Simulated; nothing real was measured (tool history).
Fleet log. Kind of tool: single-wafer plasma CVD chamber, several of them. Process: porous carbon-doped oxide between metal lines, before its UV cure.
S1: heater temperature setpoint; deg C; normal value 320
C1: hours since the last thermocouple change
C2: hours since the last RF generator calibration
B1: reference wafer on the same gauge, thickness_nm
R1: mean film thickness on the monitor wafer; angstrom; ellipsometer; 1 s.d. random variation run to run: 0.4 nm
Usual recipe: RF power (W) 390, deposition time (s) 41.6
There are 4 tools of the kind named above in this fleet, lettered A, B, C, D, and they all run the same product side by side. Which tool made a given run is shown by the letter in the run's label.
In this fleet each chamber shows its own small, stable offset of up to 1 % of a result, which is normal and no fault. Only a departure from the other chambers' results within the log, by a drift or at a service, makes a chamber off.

Run 1D, hour 6.7: usual settings; C1 1545; C2 1481; B1 170.93. Result: R1 1659.8 angstrom.
Run 2C, hour 12.1: usual settings; C1 1117.5; C2 719; B1 171. Result: R1 1651.8 angstrom.
Run 3A, hour 18: usual settings; C1 2157.5; C2 410.5; B1 170.98. Result: R1 1677.3 angstrom.
Run 4B, hour 21.4: usual settings; C1 1043.9; C2 758.7; B1 170.97. Result: R1 1679.8 angstrom.
Run 5C, hour 28.5: usual settings; C1 1133.9; C2 735.4; B1 170.89. Result: R1 1658.7 angstrom.
Run 6A, hour 35.4: usual settings but S1 326 deg C, RF power (W) 455; C1 2174.9; C2 427.9; B1 171.02. Result: R1 1821.5 angstrom.
Run 7B, hour 42.1: usual settings but S1 326 deg C, RF power (W) 455; C1 1064.6; C2 779.4; B1 171.02. Result: R1 1830.5 angstrom.
Run 8D, hour 46.1: usual settings but S1 326 deg C, RF power (W) 455; C1 1584.4; C2 1520.4; B1 171.03. Result: R1 1828.6 angstrom.
At hour 51.2: chamber A: thermocouple changed; heater temperature recalibrated.
Run 9D, hour 52.1: usual settings but S1 326 deg C, RF power (W) 455; C1 1590.4; C2 1526.4; B1 171.06. Result: R1 1822.2 angstrom.
Run 10A, hour 58.3: usual settings; C1 7.2; C2 450.8; B1 170.89. Result: R1 1667.2 angstrom.
Run 11B, hour 62.7: usual settings; C1 1085.2; C2 800; B1 170.99. Result: R1 1682.7 angstrom.
Run 12C, hour 69.5: usual settings; C1 1174.9; C2 776.4; B1 170.93. Result: R1 1662.5 angstrom.
Run 13D, hour 75.4: usual settings; C1 1613.7; C2 1549.7; B1 171.09. Result: R1 1657.7 angstrom.
Run 14B, hour 80: usual settings; C1 1102.5; C2 817.3; B1 171. Result: R1 1672.6 angstrom.
Run 15A, hour 85.3: usual settings; C1 34.2; C2 477.8; B1 171.01. Result: R1 1653.2 angstrom.
Run 16C, hour 91: usual settings; C1 1196.4; C2 797.9; B1 170.98. Result: R1 1658.4 angstrom.
Run 17B, hour 97: usual settings; C1 1119.5; C2 834.3; B1 171.11. Result: R1 1680.4 angstrom.
Run 18A, hour 100.4: usual settings; C1 49.3; C2 492.9; B1 171.01. Result: R1 1657.3 angstrom.
Run 19C, hour 105.8: usual settings; C1 1211.2; C2 812.7; B1 171.09. Result: R1 1660.8 angstrom.
Run 20D, hour 112.6: usual settings; C1 1650.9; C2 1586.9; B1 171.02. Result: R1 1657.9 angstrom.
Run 21D, hour 116.5: usual settings; C1 1654.8; C2 1590.8; B1 171.03. Result: R1 1657 angstrom.
Run 22B, hour 123.4: usual settings; C1 1145.9; C2 860.7; B1 171.07. Result: R1 1684.9 angstrom.
Run 23A, hour 130.3: usual settings; C1 79.2; C2 522.8; B1 171.12. Result: R1 1641.1 angstrom.
Run 24C, hour 135.9: usual settings; C1 1241.3; C2 842.8; B1 170.89. Result: R1 1654.5 angstrom.
At hour 139.8: chamber B: thermocouple changed; heater temperature recalibrated.
Run 25B, hour 139.8: usual settings; C1 0.1; C2 877.1; B1 171.02. Result: R1 1686.9 angstrom.
Run 26A, hour 143.2: usual settings but S1 328 deg C, deposition time (s) 46; C1 92.1; C2 535.7; B1 170.95. Result: R1 1742.6 angstrom.
Run 27D, hour 147.9: usual settings but S1 328 deg C, deposition time (s) 46; C1 1686.2; C2 1622.2; B1 170.88. Result: R1 1772.8 angstrom.
Run 28C, hour 154.7: usual settings but S1 328 deg C, deposition time (s) 46; C1 1260.1; C2 861.6; B1 171.06. Result: R1 1754.2 angstrom.
Run 29B, hour 159.9: usual settings but S1 328 deg C, deposition time (s) 46; C1 20.2; C2 897.2; B1 171.01. Result: R1 1779.2 angstrom.
Run 30C, hour 163.4: usual settings; C1 1268.8; C2 870.3; B1 171.11. Result: R1 1656.2 angstrom.
Run 31A, hour 167.1: usual settings; C1 116; C2 559.6; B1 171. Result: R1 1627.8 angstrom.
Run 32D, hour 172.3: usual settings; C1 1710.6; C2 1646.6; B1 171.02. Result: R1 1660.4 angstrom.
Run 33C, hour 177.5: usual settings; C1 1282.9; C2 884.4; B1 171.07. Result: R1 1665.7 angstrom.
Run 34B, hour 181: usual settings; C1 41.3; C2 918.3; B1 171.05. Result: R1 1673.9 angstrom.
Run 35D, hour 186.8: usual settings; C1 1725.1; C2 1661.1; B1 171.15. Result: R1 1665.9 angstrom.
Run 36A, hour 191.8: usual settings but RF power (W) 430; C1 140.7; C2 584.3; B1 170.96. Result: R1 1749.7 angstrom.
Run 37C, hour 195.9: usual settings but RF power (W) 430; C1 1301.3; C2 902.8; B1 170.96. Result: R1 1788.7 angstrom.
Run 38B, hour 200.1: usual settings but RF power (W) 430; C1 60.4; C2 937.4; B1 170.95. Result: R1 1810.3 angstrom.

All 4 chambers run these settings next. Forecast each chamber's results:
Run 39A, hour 205.3: usual settings. Result: R1 ?.
Run 39B, hour 205.3: usual settings. Result: R1 ?.
Run 39C, hour 205.3: usual settings. Result: R1 ?.
Run 39D, hour 205.3: usual settings. Result: R1 ?.

run      R1
39A  1620.4
39B  1678.1
39C  1661.2
39D  1668.2
